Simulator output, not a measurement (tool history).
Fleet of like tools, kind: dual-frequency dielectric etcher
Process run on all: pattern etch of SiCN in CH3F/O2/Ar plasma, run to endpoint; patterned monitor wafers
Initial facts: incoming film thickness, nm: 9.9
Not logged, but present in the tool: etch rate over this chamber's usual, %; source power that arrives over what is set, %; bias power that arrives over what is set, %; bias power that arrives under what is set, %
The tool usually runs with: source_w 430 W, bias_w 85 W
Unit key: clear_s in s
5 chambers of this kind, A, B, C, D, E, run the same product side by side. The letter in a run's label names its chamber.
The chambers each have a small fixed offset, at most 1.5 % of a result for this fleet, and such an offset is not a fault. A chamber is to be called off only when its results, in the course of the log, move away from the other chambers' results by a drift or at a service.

run   hour  source_w  bias_w  hours since the last wet clean  hours since the last source power generator calibration  hours since the last bias power generator calibration  clear_s
 1B   11.8       430      85                           278.2                                                    447.7                                                  771.5   24.409
 2D   18.3       430      85                           273.2                                                   1484.4                                                 2079.9   23.897
 3A   28.5       430      85                           270.5                                                   1419.3                                                  910.4   24.125
 4C   39.0       430      85                           551.2                                                   3877.7                                                 1814.6   24.131
 5E   49.1       430      85                           228.7                                                   3459.2                                                 2848.1   24.146
 6B   55.2       430      85                           321.6                                                    491.1                                                  814.9   24.332
 7A   60.5       430      85                           302.5                                                   1451.3                                                  942.4   23.971
 8C   70.4       430      85                           582.6                                                   3909.1                                                 1846.0   24.283
 9E   75.9       430      85                           255.5                                                   3486.0                                                 2874.9   24.237
10D   83.6       430      85                           338.5                                                   1549.7                                                 2145.2   23.995
11B   91.0       430      85                           357.4                                                    526.9                                                  850.7   24.397
12C   97.8       430      85                           610.0                                                   3936.5                                                 1873.4   24.256
13D  104.2       430      85                           359.1                                                   1570.3                                                 2165.8   24.005
     105.5  -- chamber C: wet clean of the chamber
14E  113.4       430      85                           293.0                                                   3523.5                                                 2912.4   24.156
     118.7  -- chamber D: wet clean of the chamber
15A  124.7       430      85                           366.7                                                   1515.5                                                 1006.6   23.894
16E  135.3       430      85                           314.9                                                   3545.4                                                 2934.3   24.200
17B  142.7       430      85                           409.1                                                    578.6                                                  902.4   24.387
18C  150.3       430      85                            44.9                                                   3989.0                                                 1925.9   24.109
19D  161.5       430      85                            42.9                                                   1627.6                                                 2223.1   24.089
20A  172.1       430      85                           414.1                                                   1562.9                                                 1054.0   23.622
21C  179.1       430      85                            73.7                                                   4017.8                                                 1954.7   24.022
     185.4  -- chamber E: bias power generator calibrated
22E  190.1       430      85                           369.7                                                   3600.2                                                    4.7   24.237
23D  196.8       430      85                            78.2                                                   1662.9                                                 2258.4   23.819
24B  202.7       430      85                           469.1                                                    638.6                                                  962.4   24.582
25A  210.7       430      85                           452.7                                                   1601.5                                                 1092.6   23.705
26E  217.6       530      85                           397.2                                                   3627.7                                                   32.2   22.529
27B  226.3       530      85                           492.7                                                    662.2                                                  986.0   22.490
28A  232.4       530      85                           474.4                                                   1623.2                                                 1114.3   21.573
29C  240.3       530      85                           134.9                                                   4079.0                                                 2015.9   22.525
30D  248.0       530      85                           129.4                                                   1714.1                                                 2309.6   22.201
31C  256.7       430      85                           151.3                                                   4095.4                                                 2032.3   24.238
32B  264.5       430      85                           530.9                                                    700.4                                                 1024.2   24.166
33D  275.1       430      85                           156.5                                                   1741.2                                                 2336.7   23.780
34E  284.6       430      85                           464.2                                                   3694.7                                                   99.2   24.280
35A  292.9       430      85                           534.9                                                   1683.7                                                 1174.8   23.208
36E  303.5       430      85                           483.1                                                   3713.6                                                  118.1   24.185

Next, all 5 chambers run the settings below, one line each with question marks for the results. What does each chamber give?
37A  311.9       530      85                                                                                                                                                        ?
37B  311.9       530      85                                                                                                                                                        ?
37C  311.9       530      85                                                                                                                                                        ?
37D  311.9       530      85                                                                                                                                                        ?
37E  311.9       530      85                                                                                                                                                        ?

run  clear_s
37A   21.413
37B   22.549
37C   22.431
37D   22.154
37E   22.286

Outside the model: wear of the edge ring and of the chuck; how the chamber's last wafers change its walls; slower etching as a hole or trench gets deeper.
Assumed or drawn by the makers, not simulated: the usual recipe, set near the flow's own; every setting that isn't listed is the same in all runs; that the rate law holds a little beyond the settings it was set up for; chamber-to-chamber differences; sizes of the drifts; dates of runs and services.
